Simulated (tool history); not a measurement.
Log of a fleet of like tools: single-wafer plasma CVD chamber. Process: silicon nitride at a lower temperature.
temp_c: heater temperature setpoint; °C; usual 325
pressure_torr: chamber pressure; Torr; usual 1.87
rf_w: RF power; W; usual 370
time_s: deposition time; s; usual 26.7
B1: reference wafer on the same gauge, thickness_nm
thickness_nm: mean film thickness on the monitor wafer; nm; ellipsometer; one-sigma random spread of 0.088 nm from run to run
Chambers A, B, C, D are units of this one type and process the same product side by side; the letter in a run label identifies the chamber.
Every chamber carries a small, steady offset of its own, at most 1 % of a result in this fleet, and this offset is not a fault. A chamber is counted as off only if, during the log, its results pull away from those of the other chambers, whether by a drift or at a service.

run 1A hour=3.5 | temp_c=325 pressure_torr=1.87 rf_w=370 time_s=26.7 | B1=43.006 | thickness_nm=37.775
-- hour=5.0 chamber C: RF generator calibrated
run 2B hour=7.6 | temp_c=325 pressure_torr=1.87 rf_w=370 time_s=26.7 | B1=42.999 | thickness_nm=38.057
run 3D hour=10.7 | temp_c=325 pressure_torr=1.87 rf_w=370 time_s=26.7 | B1=43.008 | thickness_nm=37.591
run 4C hour=14.1 | temp_c=325 pressure_torr=1.87 rf_w=370 time_s=26.7 | B1=42.996 | thickness_nm=37.529
run 5B hour=16.8 | temp_c=325 pressure_torr=1.87 rf_w=370 time_s=26.7 | B1=43.004 | thickness_nm=38.123
run 6A hour=20.5 | temp_c=325 pressure_torr=1.87 rf_w=370 time_s=26.7 | B1=42.996 | thickness_nm=37.692
run 7D hour=23.8 | temp_c=325 pressure_torr=1.87 rf_w=370 time_s=26.7 | B1=42.989 | thickness_nm=37.599
-- hour=24.9 chamber A: capacitance manometer re-zeroed and calibrated
run 8C hour=29.1 | temp_c=325 pressure_torr=1.87 rf_w=370 time_s=26.7 | B1=42.984 | thickness_nm=37.448
run 9C hour=33.4 | temp_c=325 pressure_torr=1.87 rf_w=370 time_s=26.7 | B1=42.989 | thickness_nm=37.547
run 10D hour=36.7 | temp_c=325 pressure_torr=1.87 rf_w=370 time_s=26.7 | B1=42.996 | thickness_nm=37.775
run 11A hour=39.5 | temp_c=325 pressure_torr=1.87 rf_w=370 time_s=26.7 | B1=42.970 | thickness_nm=37.692
run 12B hour=42.8 | temp_c=319 pressure_torr=1.87 rf_w=435 time_s=26.7 | B1=43.029 | thickness_nm=42.187
run 13A hour=46.0 | temp_c=319 pressure_torr=1.87 rf_w=435 time_s=26.7 | B1=43.010 | thickness_nm=41.769
run 14B hour=50.0 | temp_c=319 pressure_torr=1.87 rf_w=435 time_s=26.7 | B1=43.006 | thickness_nm=42.348
run 15D hour=54.0 | temp_c=319 pressure_torr=1.87 rf_w=435 time_s=26.7 | B1=42.995 | thickness_nm=41.586
run 16C hour=59.1 | temp_c=325 pressure_torr=1.87 rf_w=370 time_s=26.7 | B1=42.964 | thickness_nm=37.596
run 17C hour=61.4 | temp_c=325 pressure_torr=1.87 rf_w=370 time_s=26.7 | B1=43.010 | thickness_nm=37.587
run 18D hour=65.0 | temp_c=325 pressure_torr=1.87 rf_w=370 time_s=26.7 | B1=42.997 | thickness_nm=37.695
run 19A hour=67.9 | temp_c=325 pressure_torr=1.87 rf_w=390 time_s=26.7 | B1=43.006 | thickness_nm=38.899
run 20B hour=72.0 | temp_c=325 pressure_torr=1.87 rf_w=390 time_s=26.7 | B1=42.987 | thickness_nm=39.460
run 21D hour=75.1 | temp_c=325 pressure_torr=1.87 rf_w=390 time_s=26.7 | B1=43.003 | thickness_nm=39.091
run 22C hour=79.3 | temp_c=325 pressure_torr=1.87 rf_w=390 time_s=26.7 | B1=42.987 | thickness_nm=38.721
run 23B hour=81.8 | temp_c=325 pressure_torr=1.55 rf_w=370 time_s=26.7 | B1=43.023 | thickness_nm=36.116
run 24A hour=84.9 | temp_c=325 pressure_torr=1.55 rf_w=370 time_s=26.7 | B1=42.998 | thickness_nm=35.813
run 25A hour=87.9 | temp_c=325 pressure_torr=1.55 rf_w=370 time_s=26.7 | B1=42.981 | thickness_nm=35.741
run 26B hour=90.3 | temp_c=325 pressure_torr=1.55 rf_w=370 time_s=26.7 | B1=42.996 | thickness_nm=36.199
run 27C hour=94.5 | temp_c=325 pressure_torr=1.87 rf_w=370 time_s=26.7 | B1=42.983 | thickness_nm=37.569
run 28D hour=97.1 | temp_c=325 pressure_torr=1.87 rf_w=370 time_s=26.7 | B1=43.002 | thickness_nm=37.615
run 29D hour=102.2 | temp_c=325 pressure_torr=1.87 rf_w=370 time_s=26.7 | B1=43.024 | thickness_nm=37.629
run 30A hour=105.7 | temp_c=325 pressure_torr=1.87 rf_w=370 time_s=26.7 | B1=43.005 | thickness_nm=37.562
run 31B hour=109.5 | temp_c=325 pressure_torr=1.87 rf_w=370 time_s=26.7 | B1=42.975 | thickness_nm=37.983
run 32C hour=112.6 | temp_c=325 pressure_torr=1.87 rf_w=370 time_s=26.7 | B1=43.018 | thickness_nm=37.616
run 33B hour=116.3 | temp_c=325 pressure_torr=1.87 rf_w=370 time_s=26.7 | B1=43.021 | thickness_nm=38.118
run 34C hour=121.5 | temp_c=325 pressure_torr=1.87 rf_w=370 time_s=26.7 | B1=43.017 | thickness_nm=37.564

For the next run the whole fleet of 4 chambers uses the same settings. Give each chamber's results:
run 35A hour=125.3 | temp_c=325 pressure_torr=1.87 rf_w=370 time_s=26.7 | thickness_nm=?
run 35B hour=125.3 | temp_c=325 pressure_torr=1.87 rf_w=370 time_s=26.7 | thickness_nm=?
run 35C hour=125.3 | temp_c=325 pressure_torr=1.87 rf_w=370 time_s=26.7 | thickness_nm=?
run 35D hour=125.3 | temp_c=325 pressure_torr=1.87 rf_w=370 time_s=26.7 | thickness_nm=?

run=35A thickness_nm=37.697
run=35B thickness_nm=38.074
run=35C thickness_nm=37.491
run=35D thickness_nm=37.651
